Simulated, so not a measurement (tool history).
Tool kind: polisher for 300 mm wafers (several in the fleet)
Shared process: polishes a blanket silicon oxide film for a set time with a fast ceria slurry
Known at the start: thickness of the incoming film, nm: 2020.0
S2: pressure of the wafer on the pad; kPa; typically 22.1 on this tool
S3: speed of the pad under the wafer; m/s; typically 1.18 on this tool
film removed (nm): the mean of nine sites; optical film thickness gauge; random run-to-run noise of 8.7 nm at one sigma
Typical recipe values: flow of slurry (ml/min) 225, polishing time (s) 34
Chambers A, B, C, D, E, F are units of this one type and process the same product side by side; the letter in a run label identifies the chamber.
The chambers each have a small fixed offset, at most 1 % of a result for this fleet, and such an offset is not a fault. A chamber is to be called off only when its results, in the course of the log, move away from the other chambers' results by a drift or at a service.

{"hour": 3.5, "done": "chamber C: worn pad replaced by a new one"}
{"hour": 12.1, "done": "chamber B: worn pad replaced by a new one"}
{"run": "1A", "hour": 14.3, "flow of slurry (ml/min)": 225, "S2": 22.1, "S3": 1.18, "polishing time (s)": 34, "film removed (nm)": 802.67}
{"hour": 22.8, "done": "chamber F: worn pad replaced by a new one"}
{"run": "2F", "hour": 23.9, "flow of slurry (ml/min)": 225, "S2": 22.1, "S3": 1.18, "polishing time (s)": 34, "film removed (nm)": 826.43}
{"hour": 33.1, "done": "chamber D: worn pad replaced by a new one"}
{"run": "3E", "hour": 39.6, "flow of slurry (ml/min)": 225, "S2": 22.1, "S3": 1.18, "polishing time (s)": 34, "film removed (nm)": 814.36}
{"run": "4B", "hour": 48.8, "flow of slurry (ml/min)": 225, "S2": 22.1, "S3": 1.18, "polishing time (s)": 34, "film removed (nm)": 803.25}
{"run": "5C", "hour": 56.2, "flow of slurry (ml/min)": 225, "S2": 22.1, "S3": 1.18, "polishing time (s)": 34, "film removed (nm)": 811.08}
{"run": "6D", "hour": 63.5, "flow of slurry (ml/min)": 225, "S2": 22.1, "S3": 1.18, "polishing time (s)": 34, "film removed (nm)": 812.58}
{"run": "7A", "hour": 72.7, "flow of slurry (ml/min)": 225, "S2": 22.1, "S3": 1.18, "polishing time (s)": 34, "film removed (nm)": 806.62}
{"run": "8F", "hour": 85.8, "flow of slurry (ml/min)": 225, "S2": 14.5, "S3": 1.18, "polishing time (s)": 34, "film removed (nm)": 545.47}
{"hour": 90.5, "done": "chamber C: worn pad replaced by a new one"}
{"hour": 92.7, "done": "chamber E: worn pad replaced by a new one"}
{"hour": 99.6, "done": "chamber A: worn pad replaced by a new one"}
{"run": "9B", "hour": 101.0, "flow of slurry (ml/min)": 225, "S2": 14.5, "S3": 1.18, "polishing time (s)": 34, "film removed (nm)": 535.23}
{"hour": 104.1, "done": "chamber B: worn pad replaced by a new one"}
{"hour": 113.5, "done": "chamber D: worn pad replaced by a new one"}
{"run": "10C", "hour": 116.0, "flow of slurry (ml/min)": 225, "S2": 14.5, "S3": 1.18, "polishing time (s)": 34, "film removed (nm)": 524.49}
{"run": "11D", "hour": 130.1, "flow of slurry (ml/min)": 225, "S2": 14.5, "S3": 1.18, "polishing time (s)": 34, "film removed (nm)": 527.62}
{"hour": 133.6, "done": "chamber F: worn pad replaced by a new one"}
{"run": "12E", "hour": 137.6, "flow of slurry (ml/min)": 225, "S2": 14.5, "S3": 1.18, "polishing time (s)": 34, "film removed (nm)": 539.76}
{"run": "13F", "hour": 149.7, "flow of slurry (ml/min)": 225, "S2": 14.5, "S3": 1.18, "polishing time (s)": 34, "film removed (nm)": 535.82}
{"run": "14C", "hour": 164.1, "flow of slurry (ml/min)": 290, "S2": 17.2, "S3": 1.18, "polishing time (s)": 34, "film removed (nm)": 650.19}
{"run": "15E", "hour": 173.5, "flow of slurry (ml/min)": 290, "S2": 17.2, "S3": 1.18, "polishing time (s)": 34, "film removed (nm)": 649.45}
{"run": "16A", "hour": 186.8, "flow of slurry (ml/min)": 290, "S2": 17.2, "S3": 1.18, "polishing time (s)": 34, "film removed (nm)": 662.07}
{"hour": 195.0, "done": "chamber C: worn pad replaced by a new one"}
{"hour": 196.6, "done": "chamber E: worn pad replaced by a new one"}
{"hour": 199.0, "done": "chamber D: worn pad replaced by a new one"}
{"run": "17B", "hour": 199.4, "flow of slurry (ml/min)": 290, "S2": 17.2, "S3": 1.18, "polishing time (s)": 34, "film removed (nm)": 665.1}
{"hour": 200.5, "done": "chamber B: worn pad replaced by a new one"}
{"run": "18D", "hour": 212.3, "flow of slurry (ml/min)": 290, "S2": 17.2, "S3": 1.18, "polishing time (s)": 34, "film removed (nm)": 633.05}
{"hour": 213.8, "done": "chamber A: worn pad replaced by a new one"}
{"run": "19E", "hour": 220.0, "flow of slurry (ml/min)": 290, "S2": 17.2, "S3": 1.18, "polishing time (s)": 34, "film removed (nm)": 647.28}
{"run": "20F", "hour": 233.6, "flow of slurry (ml/min)": 225, "S2": 22.1, "S3": 1.18, "polishing time (s)": 34, "film removed (nm)": 822.91}
{"hour": 238.3, "done": "chamber F: slurry nozzle cleaned"}
{"run": "21B", "hour": 247.8, "flow of slurry (ml/min)": 225, "S2": 22.1, "S3": 1.18, "polishing time (s)": 34, "film removed (nm)": 817.13}
{"hour": 258.7, "done": "chamber F: worn pad replaced by a new one"}
{"run": "22C", "hour": 260.2, "flow of slurry (ml/min)": 225, "S2": 22.1, "S3": 1.18, "polishing time (s)": 34, "film removed (nm)": 805.4}
{"run": "23D", "hour": 273.9, "flow of slurry (ml/min)": 225, "S2": 22.1, "S3": 1.18, "polishing time (s)": 34, "film removed (nm)": 806.21}
{"hour": 281.9, "done": "chamber E: head pressure recalibrated"}
{"run": "24A", "hour": 285.1, "flow of slurry (ml/min)": 225, "S2": 22.1, "S3": 1.18, "polishing time (s)": 34, "film removed (nm)": 798.09}
{"hour": 293.0, "done": "chamber B: worn pad replaced by a new one"}
{"hour": 295.4, "done": "chamber D: worn pad replaced by a new one"}
{"hour": 297.2, "done": "chamber C: worn pad replaced by a new one"}
{"run": "25E", "hour": 298.8, "flow of slurry (ml/min)": 225, "S2": 22.1, "S3": 1.18, "polishing time (s)": 34, "film removed (nm)": 735.59}
{"hour": 302.7, "done": "chamber A: worn pad replaced by a new one"}
{"hour": 312.2, "done": "chamber E: worn pad replaced by a new one"}
{"run": "26B", "hour": 314.9, "flow of slurry (ml/min)": 260, "S2": 22.1, "S3": 1.18, "polishing time (s)": 34, "film removed (nm)": 818.96}
{"run": "27A", "hour": 328.8, "flow of slurry (ml/min)": 260, "S2": 22.1, "S3": 1.18, "polishing time (s)": 34, "film removed (nm)": 823.7}
{"run": "28F", "hour": 340.2, "flow of slurry (ml/min)": 260, "S2": 22.1, "S3": 1.18, "polishing time (s)": 34, "film removed (nm)": 830.62}
{"run": "29D", "hour": 349.1, "flow of slurry (ml/min)": 260, "S2": 22.1, "S3": 1.18, "polishing time (s)": 34, "film removed (nm)": 816.55}
{"hour": 358.8, "done": "chamber B: head pressure recalibrated"}
{"run": "30C", "hour": 365.0, "flow of slurry (ml/min)": 260, "S2": 22.1, "S3": 1.18, "polishing time (s)": 34, "film removed (nm)": 814.45}
{"hour": 380.8, "done": "chamber B: worn pad replaced by a new one"}
{"run": "31E", "hour": 380.8, "flow of slurry (ml/min)": 260, "S2": 22.1, "S3": 1.18, "polishing time (s)": 34, "film removed (nm)": 765.79}
{"hour": 388.1, "done": "chamber C: worn pad replaced by a new one"}
{"run": "32B", "hour": 388.5, "flow of slurry (ml/min)": 225, "S2": 22.1, "S3": 1.18, "polishing time (s)": 34, "film removed (nm)": 811.31}
{"hour": 391.0, "done": "chamber D: worn pad replaced by a new one"}
{"hour": 392.5, "done": "chamber A: slurry nozzle cleaned"}
{"hour": 396.2, "done": "chamber F: worn pad replaced by a new one"}
{"run": "33F", "hour": 402.1, "flow of slurry (ml/min)": 225, "S2": 22.1, "S3": 1.18, "polishing time (s)": 34, "film removed (nm)": 814.11}
{"hour": 403.3, "done": "chamber C: slurry nozzle cleaned"}
{"run": "34C", "hour": 416.7, "flow of slurry (ml/min)": 225, "S2": 22.1, "S3": 1.18, "polishing time (s)": 34, "film removed (nm)": 808.78}
{"hour": 421.5, "done": "chamber A: worn pad replaced by a new one"}
{"run": "35A", "hour": 431.1, "flow of slurry (ml/min)": 225, "S2": 22.1, "S3": 1.18, "polishing time (s)": 34, "film removed (nm)": 809.64}
{"run": "36D", "hour": 439.6, "flow of slurry (ml/min)": 225, "S2": 16.5, "S3": 1.18, "polishing time (s)": 34, "film removed (nm)": 603.57}

Each of the 6 chambers runs these same settings next. Fill in every chamber's results:
{"run": "37A", "hour": 451.2, "flow of slurry (ml/min)": 260, "S2": 22.1, "S3": 1.18, "polishing time (s)": 34, "film removed (nm)": "?"}
{"run": "37B", "hour": 451.2, "flow of slurry (ml/min)": 260, "S2": 22.1, "S3": 1.18, "polishing time (s)": 34, "film removed (nm)": "?"}
{"run": "37C", "hour": 451.2, "flow of slurry (ml/min)": 260, "S2": 22.1, "S3": 1.18, "polishing time (s)": 34, "film removed (nm)": "?"}
{"run": "37D", "hour": 451.2, "flow of slurry (ml/min)": 260, "S2": 22.1, "S3": 1.18, "polishing time (s)": 34, "film removed (nm)": "?"}
{"run": "37E", "hour": 451.2, "flow of slurry (ml/min)": 260, "S2": 22.1, "S3": 1.18, "polishing time (s)": 34, "film removed (nm)": "?"}
{"run": "37F", "hour": 451.2, "flow of slurry (ml/min)": 260, "S2": 22.1, "S3": 1.18, "polishing time (s)": 34, "film removed (nm)": "?"}

run=37A film_removed_(nm)=810.82
run=37B film_removed_(nm)=823.35
run=37C film_removed_(nm)=834.34
run=37D film_removed_(nm)=825.76
run=37E film_removed_(nm)=758.23
run=37F film_removed_(nm)=836.98
